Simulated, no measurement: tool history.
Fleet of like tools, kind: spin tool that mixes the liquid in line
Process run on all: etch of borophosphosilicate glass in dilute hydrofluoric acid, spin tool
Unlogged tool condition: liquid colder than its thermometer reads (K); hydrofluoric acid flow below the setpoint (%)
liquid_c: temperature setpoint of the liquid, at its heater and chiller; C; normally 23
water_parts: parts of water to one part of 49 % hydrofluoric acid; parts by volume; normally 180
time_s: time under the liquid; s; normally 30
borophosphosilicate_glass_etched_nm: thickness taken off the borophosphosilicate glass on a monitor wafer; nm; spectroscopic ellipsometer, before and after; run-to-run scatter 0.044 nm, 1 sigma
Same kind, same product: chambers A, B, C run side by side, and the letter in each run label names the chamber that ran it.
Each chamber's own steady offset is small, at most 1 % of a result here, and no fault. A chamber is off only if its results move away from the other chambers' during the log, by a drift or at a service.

run,day,liquid_c,water_parts,time_s,hours since the thermometer was replaced,hours since the hydrofluoric acid flow meter was replaced,"read-back film thickness of the borophosphosilicate glass reference wafer, read on the same gauge (nm)",borophosphosilicate_glass_etched_nm
1B,0.35,23,180,30,405.5,216.9,70.007,5.4175
2A,0.696,23,180,30,878.6,51.8,70.01,5.4428
3C,1.1,23,180,30,2335.1,258.2,69.966,5.3756
4A,1.508,23,180,30,898.1,71.3,69.994,5.4418
5C,1.992,26,210,30,2356.5,279.6,69.956,4.9852
6B,2.233,26,210,30,450.7,262.1,70.008,5.0294
7A,2.575,26,210,30,923.7,96.9,70.004,4.9783
8B,3.008,23,125,30,469.3,280.7,69.986,8.2198
9C,3.354,23,125,30,2389.2,312.3,69.995,8.2014
10B,3.6,23,125,30,483.5,294.9,69.977,8.3072
11A,3.875,23,180,30,954.9,128.1,70.002,5.4175
12C,4.304,23,180,30,2412,335.1,70.006,5.3534
13B,4.775,23,180,45,511.7,323.1,69.94,7.8862
14C,5.196,23,180,45,2433.4,356.5,69.98,8.0249
15A,5.45,23,180,45,992.7,165.9,70.005,8.0795
16A,5.879,20,180,30,1003,176.2,70.006,4.7857
17C,6.258,20,180,30,2458.9,382,69.946,4.7253
18B,6.667,20,180,30,557.1,368.5,69.99,4.5942
19A,6.996,25,180,20,1029.8,203,69.99,3.9404
20C,7.225,25,180,20,2482.1,405.2,70.004,3.8174
# day 7.342: chamber A: thermometer replaced
21B,7.442,25,180,20,575.7,387.1,70.007,3.697
22A,7.688,23,230,30,8.3,219.6,69.976,4.0495
23C,8.021,23,230,30,2501.2,424.3,69.982,3.9862
24B,8.304,23,230,30,596.4,407.8,70.009,3.7721
25A,8.617,23,180,30,30.6,241.9,69.985,5.3902
26B,9.079,19,180,30,615,426.4,70.007,4.3052
27C,9.517,19,180,30,2537.1,460.2,69.977,4.5666
28A,9.992,19,180,30,63.6,274.9,70,4.5415
29C,10.342,23,180,30,2556.9,480,70.046,5.3253
30B,10.679,23,180,30,653.4,464.8,69.992,4.9045
31A,10.912,23,180,30,85.7,297,70.046,5.3248
32C,11.221,23,180,30,2578,501.1,69.966,5.328
33B,11.612,23,95,45,675.8,487.2,69.959,15.458

Decide between three cases: one chamber stands off from its peers, the gauge reading all wafers drifts, or nothing is wrong past each chamber's small offset. Where a chamber is off, say which and what most likely put it there.

Little by little, chamber B moves away from the other chambers.
What lies behind it: hydrofluoric acid flow below the setpoint (%) = 9.35.
Not necessarily distinguishable in this log from: liquid colder than its thermometer reads (K).

Here are 4 candidates for chamber B's next run, each the usual settings with a change, their results left as question marks. Which one brings its results back in line with what the others give on the usual settings?
In line means no further than this from the other chambers' mean on the usual settings: borophosphosilicate_glass_etched_nm 0.15 nm
34B-1,11.967,22.5,210,30,,,,?
34B-2,11.967,26,180,30,,,,?
34B-3,11.967,23.5,155,30,,,,?
34B-4,11.967,23,195,30,,,,?

The other chambers' mean on the usual settings: borophosphosilicate_glass_etched_nm 5.3771 nm
run,borophosphosilicate_glass_etched_nm
34B-1,3.8954
34B-2,5.368
34B-3,5.8596
34B-4,4.3501
34B-2 brings the chamber back in line.
